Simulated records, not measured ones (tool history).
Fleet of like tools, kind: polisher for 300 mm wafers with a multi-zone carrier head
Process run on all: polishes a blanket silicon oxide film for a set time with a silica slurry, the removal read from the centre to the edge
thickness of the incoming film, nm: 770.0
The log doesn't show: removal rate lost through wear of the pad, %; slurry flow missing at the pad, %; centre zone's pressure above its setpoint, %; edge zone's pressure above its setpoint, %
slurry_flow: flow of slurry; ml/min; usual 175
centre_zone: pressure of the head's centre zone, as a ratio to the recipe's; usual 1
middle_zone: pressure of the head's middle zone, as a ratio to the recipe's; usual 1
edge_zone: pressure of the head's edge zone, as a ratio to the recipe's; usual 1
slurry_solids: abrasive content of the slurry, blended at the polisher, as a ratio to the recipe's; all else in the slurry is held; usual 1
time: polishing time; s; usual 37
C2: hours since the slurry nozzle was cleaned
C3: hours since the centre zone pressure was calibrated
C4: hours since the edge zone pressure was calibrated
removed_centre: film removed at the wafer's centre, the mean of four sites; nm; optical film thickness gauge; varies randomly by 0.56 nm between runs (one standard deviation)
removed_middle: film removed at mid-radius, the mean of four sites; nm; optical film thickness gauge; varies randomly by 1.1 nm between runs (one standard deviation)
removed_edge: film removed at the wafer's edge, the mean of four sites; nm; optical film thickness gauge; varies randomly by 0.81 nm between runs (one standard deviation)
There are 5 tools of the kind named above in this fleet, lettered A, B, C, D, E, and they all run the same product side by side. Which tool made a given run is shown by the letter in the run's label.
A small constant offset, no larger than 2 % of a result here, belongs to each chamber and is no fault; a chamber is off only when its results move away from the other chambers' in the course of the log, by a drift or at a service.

At hour 3: chamber B: worn pad replaced by a new one.
Run 1D, hour 9.2: usual settings; wafers polished on this pad 716; C2 262.7; C3 503.4; C4 461.9. Result: removed_centre 93.593 nm, removed_middle 93.068 nm, removed_edge 91.749 nm.
Run 2A, hour 20: usual settings; wafers polished on this pad 805; C2 140.7; C3 168.8; C4 228.9. Result: removed_centre 91.651 nm, removed_middle 90.226 nm, removed_edge 93.436 nm.
Run 3B, hour 32.9: usual settings; wafers polished on this pad 430; C2 529.9; C3 1150.7; C4 97.2. Result: removed_centre 92.955 nm, removed_middle 93.928 nm, removed_edge 93.304 nm.
At hour 41.3: chamber D: centre zone pressure recalibrated.
Run 4C, hour 41.3: usual settings; wafers polished on this pad 598; C2 77; C3 208.9; C4 241.2. Result: removed_centre 93.736 nm, removed_middle 91.769 nm, removed_edge 91.704 nm.
At hour 44.5: chamber D: worn pad replaced by a new one.
At hour 45.8: chamber B: centre zone pressure recalibrated.
Run 5E, hour 51.4: usual settings; wafers polished on this pad 1080; C2 280.7; C3 81.8; C4 593.8. Result: removed_centre 91.849 nm, removed_middle 94.705 nm, removed_edge 93.52 nm.
At hour 58: chamber E: worn pad replaced by a new one.
At hour 60.9: chamber C: worn pad replaced by a new one.
Run 6C, hour 62.7: usual settings; wafers polished on this pad 26; C2 98.4; C3 230.3; C4 262.6. Result: removed_centre 92.545 nm, removed_middle 90.752 nm, removed_edge 91.958 nm.
At hour 73: chamber A: worn pad replaced by a new one.
Run 7A, hour 75.2: usual settings; wafers polished on this pad 32; C2 195.9; C3 224; C4 284.1. Result: removed_centre 93.019 nm, removed_middle 92.656 nm, removed_edge 90.483 nm.
Run 8E, hour 87.1: usual settings; wafers polished on this pad 418; C2 316.4; C3 117.5; C4 629.5. Result: removed_centre 93.418 nm, removed_middle 92.868 nm, removed_edge 93.303 nm.
At hour 90.2: chamber A: edge zone pressure recalibrated.
Run 9D, hour 96.9: usual settings; wafers polished on this pad 752; C2 350.4; C3 55.7; C4 549.6. Result: removed_centre 92.754 nm, removed_middle 91.571 nm, removed_edge 92.062 nm.
At hour 98.8: chamber B: worn pad replaced by a new one.
Run 10B, hour 107.4: usual settings; wafers polished on this pad 124; C2 604.4; C3 61.6; C4 171.7. Result: removed_centre 92.574 nm, removed_middle 93.498 nm, removed_edge 93.552 nm.
Run 11B, hour 116: usual settings; wafers polished on this pad 248; C2 613; C3 70.2; C4 180.3. Result: removed_centre 92.974 nm, removed_middle 93.762 nm, removed_edge 92.107 nm.
Run 12C, hour 123.8: usual settings; wafers polished on this pad 902; C2 159.5; C3 291.4; C4 323.7. Result: removed_centre 93.281 nm, removed_middle 91.758 nm, removed_edge 93.906 nm.
At hour 123.9: chamber A: slurry nozzle cleaned.
Run 13E, hour 130.8: usual settings; wafers polished on this pad 1045; C2 360.1; C3 161.2; C4 673.2. Result: removed_centre 92.763 nm, removed_middle 93.761 nm, removed_edge 93.233 nm.
At hour 130.9: chamber E: worn pad replaced by a new one.
At hour 134.2: chamber C: worn pad replaced by a new one.
At hour 140.6: chamber E: edge zone pressure recalibrated.
At hour 141.2: chamber D: worn pad replaced by a new one.
Run 14A, hour 144.2: usual settings; wafers polished on this pad 1021; C2 20.4; C3 293; C4 54. Result: removed_centre 92.276 nm, removed_middle 93.223 nm, removed_edge 92.306 nm.
Run 15D, hour 151.9: usual settings; wafers polished on this pad 153; C2 405.4; C3 110.7; C4 604.6. Result: removed_centre 93.718 nm, removed_middle 91.677 nm, removed_edge 92.429 nm.
Run 16B, hour 159.3: usual settings but centre_zone 1.08; wafers polished on this pad 869; C2 656.3; C3 113.5; C4 223.6. Result: removed_centre 101.55 nm, removed_middle 96.106 nm, removed_edge 91.829 nm.
At hour 164.1: chamber B: slurry nozzle cleaned.
At hour 165.4: chamber A: worn pad replaced by a new one.
Run 17E, hour 169.7: usual settings but centre_zone 1.08; wafers polished on this pad 557; C2 399; C3 200.1; C4 29.2. Result: removed_centre 100.81 nm, removed_middle 93.333 nm, removed_edge 93.391 nm.
Run 18D, hour 178: usual settings but centre_zone 1.08; wafers polished on this pad 528; C2 431.5; C3 136.8; C4 630.7. Result: removed_centre 101.06 nm, removed_middle 91.742 nm, removed_edge 92.297 nm.
Run 19C, hour 191.3: usual settings but centre_zone 1.08; wafers polished on this pad 820; C2 227; C3 358.9; C4 391.2. Result: removed_centre 100.68 nm, removed_middle 90.696 nm, removed_edge 92.99 nm.
At hour 194: chamber B: worn pad replaced by a new one.
Run 20A, hour 199.3: usual settings but centre_zone 1.08; wafers polished on this pad 486; C2 75.5; C3 348.1; C4 109.1. Result: removed_centre 100.63 nm, removed_middle 93.829 nm, removed_edge 93.227 nm.
At hour 204.3: chamber C: worn pad replaced by a new one.
At hour 206.1: chamber E: worn pad replaced by a new one.
Run 21A, hour 209.1: usual settings; wafers polished on this pad 627; C2 85.3; C3 357.9; C4 118.9. Result: removed_centre 92.717 nm, removed_middle 91.494 nm, removed_edge 91.775 nm.
Run 22D, hour 219.7: usual settings but edge_zone 1.04; wafers polished on this pad 1126; C2 473.2; C3 178.5; C4 672.4. Result: removed_centre 93.442 nm, removed_middle 90.929 nm, removed_edge 93.971 nm.
Run 23E, hour 228.1: usual settings but edge_zone 1.04; wafers polished on this pad 316; C2 457.4; C3 258.5; C4 87.6. Result: removed_centre 92.73 nm, removed_middle 94.403 nm, removed_edge 94.305 nm.
At hour 241.1: chamber D: worn pad replaced by a new one.
Run 24B, hour 241.6: usual settings but edge_zone 1.04; wafers polished on this pad 683; C2 77.6; C3 195.8; C4 305.9. Result: removed_centre 93.227 nm, removed_middle 94.096 nm, removed_edge 93.436 nm.
At hour 242.5: chamber C: slurry nozzle cleaned.
At hour 253: chamber B: edge zone pressure recalibrated.
Run 25C, hour 255.4: usual settings but edge_zone 1.04; wafers polished on this pad 733; C2 12.9; C3 423; C4 455.3. Result: removed_centre 92.657 nm, removed_middle 90.66 nm, removed_edge 94.378 nm.
At hour 260.7: chamber C: centre zone pressure recalibrated.
Run 26D, hour 262.4: usual settings but edge_zone 1.04; wafers polished on this pad 306; C2 515.9; C3 221.2; C4 715.1. Result: removed_centre 93.302 nm, removed_middle 91.527 nm, removed_edge 95.16 nm.
At hour 266: chamber A: worn pad replaced by a new one.
Run 27B, hour 271.7: usual settings; wafers polished on this pad 1115; C2 107.7; C3 225.9; C4 18.8. Result: removed_centre 93.483 nm, removed_middle 94.63 nm, removed_edge 92.098 nm.
At hour 278.9: chamber C: worn pad replaced by a new one.
Run 28A, hour 285.5: usual settings; wafers polished on this pad 280; C2 161.7; C3 434.3; C4 195.3. Result: removed_centre 93.237 nm, removed_middle 90.261 nm, removed_edge 92.859 nm.
At hour 290.8: chamber E: worn pad replaced by a new one.
At hour 295.9: chamber B: worn pad replaced by a new one.
Run 29E, hour 299.3: usual settings; wafers polished on this pad 122; C2 528.6; C3 329.7; C4 158.8. Result: removed_centre 92.972 nm, removed_middle 92.165 nm, removed_edge 93.976 nm.
Run 30C, hour 309.3: usual settings; wafers polished on this pad 436; C2 66.8; C3 48.6; C4 509.2. Result: removed_centre 92.684 nm, removed_middle 90.397 nm, removed_edge 92.41 nm.
Run 31E, hour 322.2: usual settings but slurry_flow 135 ml/min, slurry_solids 1.2; wafers polished on this pad 450; C2 551.5; C3 352.6; C4 181.7. Result: removed_centre 95.191 nm, removed_middle 97.085 nm, removed_edge 96.799 nm.
Run 32C, hour 329.5: usual settings but slurry_flow 135 ml/min, slurry_solids 1.2; wafers polished on this pad 726; C2 87; C3 68.8; C4 529.4. Result: removed_centre 96.534 nm, removed_middle 94.411 nm, removed_edge 96.636 nm.
Run 33B, hour 338.4: usual settings but slurry_flow 135 ml/min, slurry_solids 1.2; wafers polished on this pad 610; C2 174.4; C3 292.6; C4 85.5. Result: removed_centre 94.708 nm, removed_middle 95.349 nm, removed_edge 97.535 nm.

Which is it: a chamber that has drifted or been left off by a service, a gauge drift common to all chambers, or only each chamber's usual small offset? If a chamber is off, name it and its likeliest cause.

Neither any chamber nor the gauge drifts; the chambers differ only by their own small, steady offsets.
